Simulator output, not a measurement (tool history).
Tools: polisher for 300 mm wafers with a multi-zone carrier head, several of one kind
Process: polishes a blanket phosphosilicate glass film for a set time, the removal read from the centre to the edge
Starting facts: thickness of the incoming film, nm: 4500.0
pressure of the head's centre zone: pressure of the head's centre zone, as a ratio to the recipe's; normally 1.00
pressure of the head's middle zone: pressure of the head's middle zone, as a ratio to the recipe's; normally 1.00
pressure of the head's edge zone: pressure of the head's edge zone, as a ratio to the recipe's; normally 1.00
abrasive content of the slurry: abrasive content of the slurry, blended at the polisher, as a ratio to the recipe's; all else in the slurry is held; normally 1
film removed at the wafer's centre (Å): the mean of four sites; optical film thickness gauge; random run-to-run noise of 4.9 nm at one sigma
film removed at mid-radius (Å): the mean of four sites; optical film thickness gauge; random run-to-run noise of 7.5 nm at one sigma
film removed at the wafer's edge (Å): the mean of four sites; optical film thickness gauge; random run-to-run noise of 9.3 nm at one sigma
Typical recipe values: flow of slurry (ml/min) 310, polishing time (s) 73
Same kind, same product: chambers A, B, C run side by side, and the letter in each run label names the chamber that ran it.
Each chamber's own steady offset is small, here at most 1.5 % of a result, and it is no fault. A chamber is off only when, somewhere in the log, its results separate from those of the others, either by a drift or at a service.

run	hour	flow of slurry (ml/min)	pressure of the head's centre zone	pressure of the head's middle zone	pressure of the head's edge zone	abrasive content of the slurry	polishing time (s)	wafers polished on this pad	hours since the slurry nozzle was cleaned	hours since the centre zone pressure was calibrated	hours since the edge zone pressure was calibrated	film removed at the wafer's centre (Å)	film removed at mid-radius (Å)	film removed at the wafer's edge (Å)
1B	3.2	310	1.00	1.00	1.00	1	73	187	121.8	679.2	456.8	6456.2	6288.4	6636.0
2C	6.7	310	1.00	1.00	1.00	1	73	154	258.5	896.0	85.2	6487.3	6362.2	6388.0
3A	9.9	310	1.00	1.00	1.00	1	73	342	124.8	805.2	367.9	6592.7	6467.6	6527.4
4B	12.3	310	1.00	1.00	1.00	1	73	300	130.9	688.3	465.9	6499.5	6470.0	6452.0
5A	16.1	310	1.00	1.00	0.95	1	56	419	131.0	811.4	374.1	5031.3	5037.4	4978.4
6C	20.5	310	1.00	1.00	0.95	1	56	325	272.3	909.8	99.0	4983.6	4876.9	4969.1
# hour 22.2: chamber A: worn pad replaced by a new one
7C	24.2	310	1.00	1.00	0.95	1	56	371	276.0	913.5	102.7	5039.7	4983.4	4827.0
8A	26.5	310	1.00	1.00	1.00	1	73	53	141.4	821.8	384.5	6497.5	6548.2	6457.6
9B	30.3	310	1.00	1.00	1.00	1	73	524	148.9	706.3	483.9	6508.1	6422.9	6523.2
10B	34.4	310	1.00	1.00	1.00	1	73	575	153.0	710.4	488.0	6526.2	6358.7	6651.8
11A	38.5	310	1.00	1.00	1.00	1	73	202	153.4	833.8	396.5	6621.2	6600.9	6451.7
12C	42.9	310	1.00	1.00	1.00	1	73	604	294.7	932.2	121.4	6466.2	6437.0	6644.8
# hour 43.5: chamber B: worn pad replaced by a new one
13C	46.9	310	1.00	1.00	1.06	1	73	653	298.7	936.2	125.4	6540.5	6280.8	6761.6
14A	50.0	310	1.00	1.00	1.06	1	73	345	164.9	845.3	408.0	6481.4	6410.1	6545.8
# hour 53.1: chamber A: centre zone pressure recalibrated
15B	54.0	310	1.00	1.00	1.06	1	73	131	172.6	730.0	507.6	6274.6	6460.2	6665.9
16B	56.6	310	1.00	1.00	1.00	1	73	164	175.2	732.6	510.2	6325.7	6458.6	6608.9
# hour 58.4: chamber C: worn pad replaced by a new one
17C	59.6	310	1.00	1.00	1.00	1	73	15	311.4	948.9	138.1	6463.9	6494.6	6532.5
# hour 60.7: chamber A: worn pad replaced by a new one
18A	63.8	310	1.00	1.00	1.00	1	73	39	178.7	10.7	421.8	6655.4	6477.8	6437.4
19C	66.5	310	1.00	1.00	1.00	1	73	101	318.3	955.8	145.0	6611.8	6393.2	6562.0
20A	70.0	310	1.00	1.00	1.00	1	73	116	184.9	16.9	428.0	6613.8	6614.2	6588.8
# hour 71.8: chamber C: slurry nozzle cleaned
21B	73.8	310	0.94	1.00	1.00	1	73	377	192.4	749.8	527.4	5848.7	6532.2	6625.7
22C	76.0	310	0.94	1.00	1.00	1	73	219	4.2	965.3	154.5	6102.0	6604.0	6457.5
23A	80.0	310	0.94	1.00	1.00	1	73	240	194.9	26.9	438.0	6186.7	6658.0	6599.2
24B	84.3	310	1.00	1.00	1.00	1	73	508	202.9	760.3	537.9	6130.9	6430.8	6573.3
25A	87.9	310	1.00	0.91	1.00	1	73	339	202.8	34.8	445.9	6630.7	5998.8	6447.0
26C	90.2	310	1.00	0.91	1.00	1	73	395	18.4	979.5	168.7	6653.4	5956.7	6486.1
27B	92.2	310	1.00	0.91	1.00	1	73	606	210.8	768.2	545.8	6031.3	5902.9	6500.5
28B	96.2	310	1.00	1.00	1.00	1	73	656	214.8	772.2	549.8	5971.6	6472.3	6400.2
# hour 97.9: chamber B: worn pad replaced by a new one
29C	100.2	310	1.00	1.00	1.00	1	73	520	28.4	989.5	178.7	6616.5	6426.4	6426.3
30A	102.8	310	1.00	1.00	1.00	1	73	524	217.7	49.7	460.8	6558.3	6648.0	6381.7
31C	107.0	310	1.00	1.00	1.00	1	73	604	35.2	996.3	185.5	6618.9	6384.1	6351.6
32A	110.5	310	1.00	1.00	1.00	1	73	620	225.4	57.4	468.5	6655.1	6484.6	6383.3
# hour 112.0: chamber A: worn pad replaced by a new one
33B	113.8	310	1.00	1.00	1.00	1	73	198	232.4	789.8	567.4	5819.5	6517.5	6445.3
34A	116.5	310	1.00	1.00	1.00	1	73	56	231.4	63.4	474.5	6660.3	6635.0	6432.0

All chambers now run identical settings, listed one chamber a line with results as question marks. What results will each chamber show?
35A	119.7	310	1.00	1.00	1.00	1	73					?	?	?
35B	119.7	310	1.00	1.00	1.00	1	73					?	?	?
35C	119.7	310	1.00	1.00	1.00	1	73					?	?	?

run	film removed at the wafer's centre (Å)	film removed at mid-radius (Å)	film removed at the wafer's edge (Å)
35A	6601.3	6459.7	6491.7
35B	5805.8	6506.1	6612.0
35C	6660.4	6601.7	6667.4

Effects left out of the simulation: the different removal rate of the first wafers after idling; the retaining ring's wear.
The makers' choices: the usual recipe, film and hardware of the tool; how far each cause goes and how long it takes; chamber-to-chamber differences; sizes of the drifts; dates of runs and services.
